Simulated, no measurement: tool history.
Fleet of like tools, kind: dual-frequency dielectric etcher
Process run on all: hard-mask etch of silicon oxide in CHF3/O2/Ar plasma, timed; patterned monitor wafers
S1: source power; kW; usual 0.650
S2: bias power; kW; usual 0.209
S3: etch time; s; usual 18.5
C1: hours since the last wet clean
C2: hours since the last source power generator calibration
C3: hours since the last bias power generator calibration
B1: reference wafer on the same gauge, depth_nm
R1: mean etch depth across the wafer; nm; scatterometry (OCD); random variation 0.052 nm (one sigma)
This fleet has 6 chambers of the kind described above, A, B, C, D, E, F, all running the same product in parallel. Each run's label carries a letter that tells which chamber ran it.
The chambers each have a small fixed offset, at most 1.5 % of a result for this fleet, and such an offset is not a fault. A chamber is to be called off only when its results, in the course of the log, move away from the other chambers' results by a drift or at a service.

Run 1E, day 0.392: usual settings; C1 65.0; C2 2270.0; C3 1074.0; B1 44.916. Result: R1 39.311 nm.
Run 2C, day 0.679: usual settings; C1 329.6; C2 726.0; C3 3336.1; B1 44.897. Result: R1 39.522 nm.
Run 3A, day 1.171: usual settings; C1 531.8; C2 2181.0; C3 682.8; B1 44.909. Result: R1 39.873 nm.
Run 4F, day 1.488: usual settings; C1 244.4; C2 594.9; C3 2548.5; B1 44.924. Result: R1 40.107 nm.
Run 5D, day 1.962: usual settings but S2 0.255 kW, S3 15.5 s; C1 282.5; C2 2895.6; C3 541.9; B1 44.911. Result: R1 35.963 nm.
At day 2.079: chamber A: wet clean of the chamber.
Run 6B, day 2.504: usual settings but S2 0.255 kW, S3 15.5 s; C1 293.2; C2 1248.3; C3 333.5; B1 44.931. Result: R1 35.790 nm.
Run 7C, day 2.896: usual settings but S2 0.255 kW, S3 15.5 s; C1 382.8; C2 779.2; C3 3389.3; B1 44.950. Result: R1 35.607 nm.
Run 8F, day 3.312: usual settings but S2 0.255 kW, S3 15.5 s; C1 288.2; C2 638.7; C3 2592.3; B1 44.946. Result: R1 36.040 nm.
Run 9A, day 3.825: usual settings but S2 0.255 kW, S3 15.5 s; C1 42.0; C2 2244.7; C3 746.5; B1 44.951. Result: R1 35.868 nm.
Run 10B, day 4.292: usual settings but S2 0.255 kW, S3 15.5 s; C1 336.1; C2 1291.2; C3 376.4; B1 44.968. Result: R1 35.772 nm.
Run 11E, day 4.596: usual settings; C1 165.9; C2 2370.9; C3 1174.9; B1 44.978. Result: R1 39.287 nm.
At day 4.612: chamber C: wet clean of the chamber.
Run 12D, day 5.092: usual settings but S1 0.770 kW; C1 357.6; C2 2970.7; C3 617.0; B1 44.975. Result: R1 42.828 nm.
Run 13A, day 5.483: usual settings but S1 0.770 kW; C1 81.8; C2 2284.5; C3 786.3; B1 44.970. Result: R1 42.618 nm.
Run 14E, day 5.854: usual settings but S1 0.770 kW; C1 196.1; C2 2401.1; C3 1205.1; B1 44.978. Result: R1 42.010 nm.
Run 15B, day 6.171: usual settings but S1 0.770 kW; C1 381.2; C2 1336.3; C3 421.5; B1 45.000. Result: R1 42.509 nm.
Run 16D, day 6.654: usual settings but S1 0.770 kW; C1 395.1; C2 3008.2; C3 654.5; B1 45.011. Result: R1 42.851 nm.
Run 17C, day 6.942: usual settings but S1 0.770 kW; C1 55.9; C2 876.3; C3 3486.4; B1 44.982. Result: R1 42.309 nm.
Run 18F, day 7.275: usual settings; C1 383.3; C2 733.8; C3 2687.4; B1 45.007. Result: R1 40.254 nm.
Run 19D, day 7.625: usual settings; C1 418.4; C2 3031.5; C3 677.8; B1 45.003. Result: R1 40.086 nm.
Run 20E, day 8.058: usual settings; C1 249.0; C2 2454.0; C3 1258.0; B1 45.007. Result: R1 39.466 nm.
At day 8.238: chamber D: wet clean of the chamber.
Run 21F, day 8.417: usual settings; C1 410.7; C2 761.2; C3 2714.8; B1 45.027. Result: R1 40.170 nm.
Run 22A, day 8.733: usual settings but S2 0.190 kW, S3 15.0 s; C1 159.8; C2 2362.5; C3 864.3; B1 45.041. Result: R1 31.344 nm.
Run 23C, day 9.075: usual settings but S2 0.190 kW, S3 15.0 s; C1 107.1; C2 927.5; C3 3537.6; B1 45.034. Result: R1 31.116 nm.
Run 24B, day 9.404: usual settings but S2 0.190 kW, S3 15.0 s; C1 458.8; C2 1413.9; C3 499.1; B1 45.033. Result: R1 31.305 nm.
Run 25E, day 9.767: usual settings but S2 0.190 kW, S3 15.0 s; C1 290.0; C2 2495.0; C3 1299.0; B1 45.053. Result: R1 30.880 nm.
Run 26A, day 10.075: usual settings but S2 0.190 kW, S3 15.0 s; C1 192.0; C2 2394.7; C3 896.5; B1 45.046. Result: R1 31.291 nm.
At day 10.212: chamber F: wet clean of the chamber.
Run 27B, day 10.396: usual settings but S2 0.190 kW, S3 15.0 s; C1 482.6; C2 1437.7; C3 522.9; B1 45.050. Result: R1 31.395 nm.
At day 10.604: chamber B: wet clean of the chamber.
Run 28F, day 10.742: usual settings; C1 12.8; C2 817.0; C3 2770.6; B1 45.062. Result: R1 40.122 nm.
At day 10.896: chamber C: bias power generator calibrated.
Run 29D, day 11.271: usual settings; C1 72.8; C2 3119.0; C3 765.3; B1 45.067. Result: R1 40.277 nm.
Run 30C, day 11.771: usual settings; C1 171.8; C2 992.2; C3 21.0; B1 45.065. Result: R1 39.716 nm.
Run 31A, day 12.129: usual settings; C1 241.3; C2 2444.0; C3 945.8; B1 45.079. Result: R1 40.015 nm.
Run 32B, day 12.412: usual settings; C1 43.5; C2 1486.1; C3 571.3; B1 45.090. Result: R1 39.995 nm.
Run 33C, day 12.738: usual settings; C1 195.0; C2 1015.4; C3 44.2; B1 45.100. Result: R1 39.770 nm.
Run 34D, day 12.983: usual settings; C1 113.9; C2 3160.1; C3 806.4; B1 45.088. Result: R1 40.182 nm.
Run 35F, day 13.412: usual settings; C1 76.9; C2 881.1; C3 2834.7; B1 45.097. Result: R1 40.188 nm.
Run 36E, day 13.692: usual settings; C1 384.2; C2 2589.2; C3 1393.2; B1 45.110. Result: R1 39.452 nm.
Run 37E, day 14.217: usual settings; C1 396.8; C2 2601.8; C3 1405.8; B1 45.108. Result: R1 39.464 nm.
Run 38C, day 14.612: usual settings; C1 240.0; C2 1060.4; C3 89.2; B1 45.118. Result: R1 39.720 nm.
Run 39B, day 15.154: usual settings; C1 109.3; C2 1551.9; C3 637.1; B1 45.128. Result: R1 40.051 nm.
Run 40A, day 15.446: usual settings; C1 320.9; C2 2523.6; C3 1025.4; B1 45.137. Result: R1 40.055 nm.
At day 15.521: chamber D: source power generator calibrated.
Run 41D, day 15.808: usual settings; C1 181.7; C2 6.9; C3 874.2; B1 45.146. Result: R1 40.259 nm.

Is one chamber out of step, is the gauge drifting, or do the chambers differ by no more than their own small offsets? For an off chamber, give its letter and the likeliest cause.

No chamber is off; the gauge reading every chamber's wafers drifts, which makes the whole fleet appear to move together.
Cause: gauge reads high (%) = 0.533.
